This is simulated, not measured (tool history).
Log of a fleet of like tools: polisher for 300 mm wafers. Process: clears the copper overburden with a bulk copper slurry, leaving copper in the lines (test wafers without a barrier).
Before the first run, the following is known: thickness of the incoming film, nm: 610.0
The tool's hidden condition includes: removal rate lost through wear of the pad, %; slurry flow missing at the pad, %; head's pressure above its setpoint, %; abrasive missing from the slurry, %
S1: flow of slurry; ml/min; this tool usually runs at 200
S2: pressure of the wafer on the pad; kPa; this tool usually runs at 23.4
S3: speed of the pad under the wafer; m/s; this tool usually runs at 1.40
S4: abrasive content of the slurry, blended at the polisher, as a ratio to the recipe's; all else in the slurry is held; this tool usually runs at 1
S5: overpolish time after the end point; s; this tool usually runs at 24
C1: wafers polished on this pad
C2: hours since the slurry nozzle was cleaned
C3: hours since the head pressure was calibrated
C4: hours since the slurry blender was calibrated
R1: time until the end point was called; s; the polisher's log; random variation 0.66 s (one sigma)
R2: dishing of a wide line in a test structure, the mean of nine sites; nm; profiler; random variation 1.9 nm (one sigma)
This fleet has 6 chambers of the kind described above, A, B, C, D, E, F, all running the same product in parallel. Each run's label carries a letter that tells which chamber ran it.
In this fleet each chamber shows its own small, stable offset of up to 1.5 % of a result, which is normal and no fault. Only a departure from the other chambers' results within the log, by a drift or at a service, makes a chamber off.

run,hour,S1,S2,S3,S4,S5,C1,C2,C3,C4,R1,R2
# hour 3.6: chamber A: head pressure recalibrated
1C,3.9,200,23.4,1.40,1,24,188,411.0,381.7,338.2,41.418,111.15
2F,7.0,200,23.4,1.40,1,24,485,222.1,833.2,194.5,41.469,113.31
3A,10.3,200,23.4,1.40,1,24,1191,379.8,6.7,185.9,42.191,114.18
# hour 11.0: chamber F: head pressure recalibrated
4B,15.2,200,23.4,1.40,1,24,1287,60.8,262.5,26.9,41.555,114.46
5D,18.9,200,23.4,1.40,1,24,384,320.5,1010.9,149.9,43.193,117.95
# hour 20.4: chamber E: slurry blender recalibrated
6E,22.2,200,23.4,1.40,1,24,650,99.1,375.9,1.9,42.469,111.08
# hour 22.8: chamber A: worn pad replaced by a new one
# hour 26.3: chamber E: worn pad replaced by a new one
# hour 26.3: chamber D: slurry blender recalibrated
7F,27.2,200,23.4,1.40,1,24,702,242.3,16.3,214.7,40.762,112.41
# hour 28.0: chamber C: slurry nozzle cleaned
# hour 31.8: chamber C: worn pad replaced by a new one
8C,32.6,200,23.4,1.40,1,24,8,4.7,410.4,366.9,42.137,114.00
# hour 33.4: chamber F: worn pad replaced by a new one
9E,35.7,200,23.4,1.40,1,24,101,112.6,389.4,15.4,42.139,112.79
10B,41.5,200,23.4,1.40,1,24,1570,87.1,288.8,53.2,41.921,114.37
11A,44.1,200,23.4,1.40,1,24,229,413.6,40.5,219.7,42.016,114.24
# hour 46.0: chamber B: worn pad replaced by a new one
12D,47.5,200,23.4,1.40,1,24,692,349.1,1039.5,21.3,42.675,116.09
13D,52.2,200,23.4,1.40,1,24,742,353.8,1044.2,26.0,42.600,114.58
14A,57.5,200,23.4,1.40,1,24,373,427.0,53.9,233.1,41.063,115.32
15F,62.0,200,23.4,1.40,1,24,307,277.1,51.1,249.5,42.372,111.77
16B,66.2,200,23.4,1.40,1,24,217,111.8,313.5,77.9,41.950,117.43
17E,71.8,200,23.4,1.40,1,24,489,148.7,425.5,51.5,43.475,115.47
18C,75.8,200,23.4,1.40,1,24,472,47.9,453.6,410.1,42.996,112.06
# hour 77.2: chamber C: worn pad replaced by a new one
19A,78.6,200,23.4,1.40,1,24,600,448.1,75.0,254.2,42.492,115.83
20B,83.2,200,23.4,1.40,1,24,400,128.8,330.5,94.9,42.314,113.39
21C,87.4,200,23.4,1.40,1,24,110,59.5,465.2,421.7,41.613,114.04
22D,90.0,200,23.4,1.40,1,24,1148,391.6,1082.0,63.8,43.467,113.10
# hour 90.4: chamber C: slurry blender recalibrated
23E,93.5,200,23.4,1.40,1,24,722,170.4,447.2,73.2,41.849,110.77
24F,96.4,200,23.4,1.40,1,24,677,311.5,85.5,283.9,42.617,112.43
25E,100.4,200,23.4,1.40,1,24,796,177.3,454.1,80.1,41.969,114.06
# hour 101.8: chamber E: worn pad replaced by a new one
# hour 103.4: chamber A: slurry blender recalibrated
26D,105.2,200,23.4,1.40,1,24,1312,406.8,1097.2,79.0,43.321,109.64
27F,108.7,200,23.4,1.40,1,24,809,323.8,97.8,296.2,42.477,112.32
# hour 109.2: chamber F: worn pad replaced by a new one
28A,113.4,200,23.4,1.40,1,24,974,482.9,109.8,10.0,41.607,114.47
29C,118.9,200,23.4,1.40,1,24,448,91.0,496.7,28.5,41.712,114.52
30B,122.7,200,23.4,1.76,1,24,824,168.3,370.0,134.4,34.513,119.25
# hour 123.7: chamber D: worn pad replaced by a new one
31B,128.1,200,23.4,1.76,1,24,882,173.7,375.4,139.8,33.283,123.33
# hour 130.8: chamber C: worn pad replaced by a new one
# hour 132.2: chamber B: slurry blender recalibrated
32D,133.6,200,23.4,1.76,1,24,106,435.2,1125.6,107.4,33.399,124.04
33C,136.2,200,23.4,1.76,1,24,58,108.3,514.0,45.8,33.726,115.37
# hour 138.4: chamber A: worn pad replaced by a new one
34F,140.4,200,23.4,1.76,1,24,336,355.5,129.5,327.9,34.088,118.73
35E,144.3,200,23.4,1.76,1,24,456,221.2,498.0,124.0,32.899,117.67
36A,147.6,200,23.4,1.40,1,24,99,517.1,144.0,44.2,41.229,108.96
37C,152.2,200,23.4,1.40,1,24,230,124.3,530.0,61.8,41.933,109.70
# hour 156.4: chamber E: slurry nozzle cleaned
38F,156.7,200,23.4,1.40,1,24,511,371.8,145.8,344.2,41.456,111.79
39A,159.5,200,23.4,1.40,1,24,227,529.0,155.9,56.1,41.630,112.77
# hour 161.5: chamber B: head pressure recalibrated
40D,165.2,200,23.4,1.40,1,24,446,466.8,1157.2,139.0,43.130,112.78
41B,170.0,200,23.4,1.40,1,24,1332,215.6,8.5,37.8,41.504,115.10
42E,174.1,200,23.4,1.40,1,24,777,17.8,527.8,153.8,42.042,109.71
# hour 177.6: chamber E: worn pad replaced by a new one
43E,177.6,200,23.4,1.40,1,24,0,21.3,531.3,157.3,43.415,113.70

Which is it: a chamber that has drifted or been left off by a service, a gauge drift common to all chambers, or only each chamber's usual small offset? If a chamber is off, name it and its likeliest cause.

All chambers stay in line apart from their small fixed offsets, and the gauge does not drift.

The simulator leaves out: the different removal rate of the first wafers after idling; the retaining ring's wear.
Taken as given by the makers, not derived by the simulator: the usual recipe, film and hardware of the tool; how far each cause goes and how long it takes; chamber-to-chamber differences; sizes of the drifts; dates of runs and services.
